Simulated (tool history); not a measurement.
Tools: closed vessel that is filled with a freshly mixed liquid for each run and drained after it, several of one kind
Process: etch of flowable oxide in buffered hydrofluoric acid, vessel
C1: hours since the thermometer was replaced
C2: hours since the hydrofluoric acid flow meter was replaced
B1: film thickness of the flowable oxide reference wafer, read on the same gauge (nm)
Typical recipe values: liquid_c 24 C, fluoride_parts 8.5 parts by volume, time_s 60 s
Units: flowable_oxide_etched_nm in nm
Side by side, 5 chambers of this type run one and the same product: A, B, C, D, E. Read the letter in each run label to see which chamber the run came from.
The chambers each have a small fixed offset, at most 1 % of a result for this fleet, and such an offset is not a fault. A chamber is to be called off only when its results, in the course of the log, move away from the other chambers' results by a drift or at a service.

Run 1D, day 0.221: usual settings; C1 1051.6; C2 1054.8; B1 30.01. Result: flowable_oxide_etched_nm 196.97 nm.
Run 2A, day 0.383: usual settings; C1 898.3; C2 1259.6; B1 29.991. Result: flowable_oxide_etched_nm 198.35 nm.
Run 3B, day 0.596: usual settings; C1 558.7; C2 230.2; B1 30.008. Result: flowable_oxide_etched_nm 198.21 nm.
Run 4C, day 0.729: usual settings; C1 1959.8; C2 359; B1 30.027. Result: flowable_oxide_etched_nm 198.75 nm.
Run 5E, day 0.942: usual settings but liquid_c 28.5 C, time_s 80 s; C1 120.1; C2 363.4; B1 30.001. Result: flowable_oxide_etched_nm 338.39 nm.
Run 6A, day 1.171: usual settings but liquid_c 28.5 C, time_s 80 s; C1 917.2; C2 1278.5; B1 30.012. Result: flowable_oxide_etched_nm 336.87 nm.
Run 7D, day 1.362: usual settings but liquid_c 28.5 C, time_s 80 s; C1 1079; C2 1082.2; B1 30.011. Result: flowable_oxide_etched_nm 335.73 nm.
Run 8B, day 1.529: usual settings but liquid_c 28.5 C, time_s 80 s; C1 581.1; C2 252.6; B1 29.992. Result: flowable_oxide_etched_nm 336.94 nm.
Run 9C, day 1.7: usual settings but liquid_c 28.5 C, time_s 80 s; C1 1983.1; C2 382.3; B1 30.009. Result: flowable_oxide_etched_nm 336.23 nm.
Run 10E, day 1.842: usual settings; C1 141.7; C2 385; B1 29.957. Result: flowable_oxide_etched_nm 199.9 nm.
Run 11D, day 2.004: usual settings but time_s 45 s; C1 1094.4; C2 1097.6; B1 30.041. Result: flowable_oxide_etched_nm 147.81 nm.
Run 12E, day 2.217: usual settings but time_s 45 s; C1 150.7; C2 394; B1 29.989. Result: flowable_oxide_etched_nm 149.69 nm.
Run 13A, day 2.371: usual settings but time_s 45 s; C1 946; C2 1307.3; B1 29.993. Result: flowable_oxide_etched_nm 148.92 nm.
Run 14C, day 2.579: usual settings but time_s 45 s; C1 2004.2; C2 403.4; B1 30.024. Result: flowable_oxide_etched_nm 148.87 nm.
Run 15B, day 2.725: usual settings but time_s 45 s; C1 609.8; C2 281.3; B1 29.997. Result: flowable_oxide_etched_nm 148.44 nm.
Run 16D, day 2.825: usual settings; C1 1114.1; C2 1117.3; B1 29.98. Result: flowable_oxide_etched_nm 196.94 nm.
Run 17A, day 2.967: usual settings; C1 960.3; C2 1321.6; B1 29.997. Result: flowable_oxide_etched_nm 197.81 nm.
Run 18E, day 3.167: usual settings; C1 173.5; C2 416.8; B1 30.002. Result: flowable_oxide_etched_nm 200.41 nm.
Run 19B, day 3.404: usual settings; C1 626.1; C2 297.6; B1 30.003. Result: flowable_oxide_etched_nm 197.74 nm.
Run 20C, day 3.508: usual settings; C1 2026.5; C2 425.7; B1 30.03. Result: flowable_oxide_etched_nm 198.5 nm.
Run 21B, day 3.704: usual settings; C1 633.3; C2 304.8; B1 30.013. Result: flowable_oxide_etched_nm 199.05 nm.
At day 3.825: chamber A: thermometer replaced.
Run 22C, day 3.842: usual settings; C1 2034.5; C2 433.7; B1 29.988. Result: flowable_oxide_etched_nm 199.33 nm.
Run 23E, day 4.008: usual settings; C1 193.7; C2 437; B1 30.027. Result: flowable_oxide_etched_nm 199.85 nm.
Run 24A, day 4.246: usual settings; C1 10.2; C2 1352.3; B1 30.005. Result: flowable_oxide_etched_nm 198.89 nm.
Run 25D, day 4.375: usual settings; C1 1151.3; C2 1154.5; B1 29.974. Result: flowable_oxide_etched_nm 198.81 nm.
Run 26E, day 4.479: usual settings; C1 205; C2 448.3; B1 30.002. Result: flowable_oxide_etched_nm 200.95 nm.
Run 27B, day 4.692: usual settings; C1 657; C2 328.5; B1 30.05. Result: flowable_oxide_etched_nm 199.51 nm.
Run 28C, day 4.9: usual settings; C1 2059.9; C2 459.1; B1 29.998. Result: flowable_oxide_etched_nm 199.74 nm.
Run 29A, day 5.017: usual settings; C1 28.7; C2 1370.8; B1 29.998. Result: flowable_oxide_etched_nm 198.45 nm.
Run 30D, day 5.15: usual settings; C1 1169.9; C2 1173.1; B1 30.002. Result: flowable_oxide_etched_nm 196.15 nm.
Run 31A, day 5.279: usual settings; C1 35; C2 1377.1; B1 30.002. Result: flowable_oxide_etched_nm 197.67 nm.
Run 32D, day 5.521: usual settings; C1 1178.8; C2 1182; B1 29.988. Result: flowable_oxide_etched_nm 198.15 nm.
Run 33B, day 5.683: usual settings; C1 680.8; C2 352.3; B1 30.013. Result: flowable_oxide_etched_nm 199.37 nm.
Run 34E, day 5.862: usual settings; C1 238.2; C2 481.5; B1 30.012. Result: flowable_oxide_etched_nm 200.01 nm.
Run 35C, day 6.017: usual settings; C1 2086.7; C2 485.9; B1 30.012. Result: flowable_oxide_etched_nm 197.66 nm.
Run 36E, day 6.238: usual settings; C1 247.2; C2 490.5; B1 30.008. Result: flowable_oxide_etched_nm 199.52 nm.
At day 6.358: chamber B: thermometer replaced.
Run 37D, day 6.375: usual settings; C1 1199.3; C2 1202.5; B1 30.005. Result: flowable_oxide_etched_nm 197.5 nm.
Run 38C, day 6.583: usual settings; C1 2100.3; C2 499.5; B1 30.024. Result: flowable_oxide_etched_nm 198.33 nm.
Run 39A, day 6.796: usual settings; C1 71.4; C2 1413.5; B1 29.994. Result: flowable_oxide_etched_nm 198.48 nm.
Run 40B, day 6.925: usual settings; C1 13.6; C2 382.1; B1 29.989. Result: flowable_oxide_etched_nm 198.63 nm.
Run 41D, day 7.154: usual settings; C1 1218; C2 1221.2; B1 29.984. Result: flowable_oxide_etched_nm 197.44 nm.
Run 42E, day 7.362: usual settings but liquid_c 19.5 C, fluoride_parts 11.5 parts by volume; C1 274.2; C2 517.5; B1 29.99. Result: flowable_oxide_etched_nm 119.89 nm.
Run 43A, day 7.579: usual settings but liquid_c 19.5 C, fluoride_parts 11.5 parts by volume; C1 90.2; C2 1432.3; B1 30.003. Result: flowable_oxide_etched_nm 119.29 nm.

What goes on in this fleet: one chamber off, a drifting gauge, or nothing beyond the chambers' own small offsets? Name the chamber and the cause, if any.

Neither any chamber nor the gauge drifts; the chambers differ only by their own small, steady offsets.

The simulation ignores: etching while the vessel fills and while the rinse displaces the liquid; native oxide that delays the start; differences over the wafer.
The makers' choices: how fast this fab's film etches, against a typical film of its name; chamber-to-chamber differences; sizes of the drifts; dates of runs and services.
